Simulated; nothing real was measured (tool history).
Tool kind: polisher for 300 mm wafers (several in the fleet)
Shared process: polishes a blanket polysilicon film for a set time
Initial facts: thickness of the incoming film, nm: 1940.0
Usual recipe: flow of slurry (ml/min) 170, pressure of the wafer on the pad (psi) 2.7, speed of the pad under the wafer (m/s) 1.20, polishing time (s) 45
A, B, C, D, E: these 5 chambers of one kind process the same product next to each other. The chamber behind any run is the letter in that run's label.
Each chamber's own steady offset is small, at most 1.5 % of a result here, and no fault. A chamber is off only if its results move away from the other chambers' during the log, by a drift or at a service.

run	day	flow of slurry (ml/min)	pressure of the wafer on the pad (psi)	speed of the pad under the wafer (m/s)	polishing time (s)	film removed (nm)
# day 0.150: chamber B: worn pad replaced by a new one
1A	0.162	170	2.7	1.20	45	362.95
2B	0.288	170	2.7	1.20	45	365.68
3D	0.408	170	2.7	1.20	45	365.08
4C	0.496	170	2.7	1.20	45	366.54
5E	0.654	170	2.7	1.20	45	362.71
6B	0.750	170	2.7	1.20	45	368.87
7C	0.938	170	2.7	1.20	45	362.08
# day 0.962: chamber A: worn pad replaced by a new one
8E	1.125	170	2.7	1.20	45	361.27
9D	1.221	170	2.7	1.20	45	362.98
# day 1.271: chamber E: slurry nozzle cleaned
10A	1.333	170	2.7	1.20	45	365.98
11E	1.429	170	2.7	1.20	45	365.99
# day 1.579: chamber D: worn pad replaced by a new one
12A	1.604	170	2.7	1.20	45	363.73
13D	1.721	170	2.7	1.20	45	366.41
# day 1.754: chamber E: worn pad replaced by a new one
# day 1.842: chamber B: worn pad replaced by a new one
14B	1.871	170	2.7	1.20	45	364.84
15C	2.017	170	2.7	1.20	45	355.39
16A	2.146	170	2.7	1.20	45	361.18
17C	2.275	170	2.7	1.20	45	366.49
# day 2.308: chamber C: worn pad replaced by a new one
18B	2.454	170	2.7	1.20	45	356.24
19E	2.658	170	2.7	1.20	45	363.63
20D	2.821	170	2.7	1.20	45	361.50
21A	2.942	170	2.7	1.20	45	366.32
22E	3.112	170	2.7	1.20	45	357.70
# day 3.242: chamber E: worn pad replaced by a new one
23C	3.250	170	2.7	1.20	45	363.69
24D	3.367	170	2.7	1.20	45	360.27
25B	3.496	170	2.7	1.20	45	367.73
26C	3.642	170	2.7	1.20	45	369.20
27E	3.825	170	2.7	1.20	45	360.96
28D	3.942	170	2.7	1.20	45	353.70
# day 3.996: chamber B: worn pad replaced by a new one
29B	4.138	170	2.7	1.20	45	365.43
30A	4.233	170	2.7	1.20	45	366.02
31C	4.346	170	2.7	1.58	45	478.37
32A	4.529	170	2.7	1.58	45	479.27
33E	4.633	170	2.7	1.58	45	475.02
34B	4.812	170	2.7	1.58	45	476.20
# day 4.838: chamber A: slurry nozzle cleaned
# day 5.004: chamber E: worn pad replaced by a new one
35D	5.012	170	2.7	1.58	45	460.60
36A	5.183	170	2.7	1.20	45	363.32
# day 5.242: chamber A: worn pad replaced by a new one
37B	5.338	170	2.7	1.20	45	363.99
38D	5.425	170	2.7	1.20	45	350.73
39C	5.571	170	2.7	1.20	45	363.25
# day 5.712: chamber C: worn pad replaced by a new one
40E	5.742	170	2.7	1.20	45	367.84
41C	5.850	170	2.7	1.20	45	361.89
42A	6.004	170	2.7	1.20	45	363.70

Read the log: is a single chamber off, either drifting away or since a service, is the gauge that measures every chamber drifting, or is nothing wrong beyond small per-chamber offsets? Name any odd chamber and what most likely caused it.

Chamber D drifts away from the others.
Most likely cause: head's pressure below its setpoint, % = 6.36.
With only this log, it may be confused with: slurry flow missing at the pad, %.

Chamber D could run next with any of the 4 candidate recipes listed below; each alters the usual settings, and their results appear as question marks. Which one brings its results back in line with what the other chambers deliver on the usual settings?
In line means no further than this from the other chambers' mean on the usual settings: film removed (nm) 11.00
43D-1	6.150	170	2.7	1.20	43	?
43D-2	6.150	170	2.6	1.16	43	?
43D-3	6.150	170	2.7	1.26	48	?
43D-4	6.150	245	2.7	1.20	45	?

The other chambers' mean on the usual settings: film removed (nm) 364.49
run	film removed (nm)
43D-1	329.54
43D-2	307.02
43D-3	385.98
43D-4	361.79
It is 43D-4 that realigns the chamber with its peers.

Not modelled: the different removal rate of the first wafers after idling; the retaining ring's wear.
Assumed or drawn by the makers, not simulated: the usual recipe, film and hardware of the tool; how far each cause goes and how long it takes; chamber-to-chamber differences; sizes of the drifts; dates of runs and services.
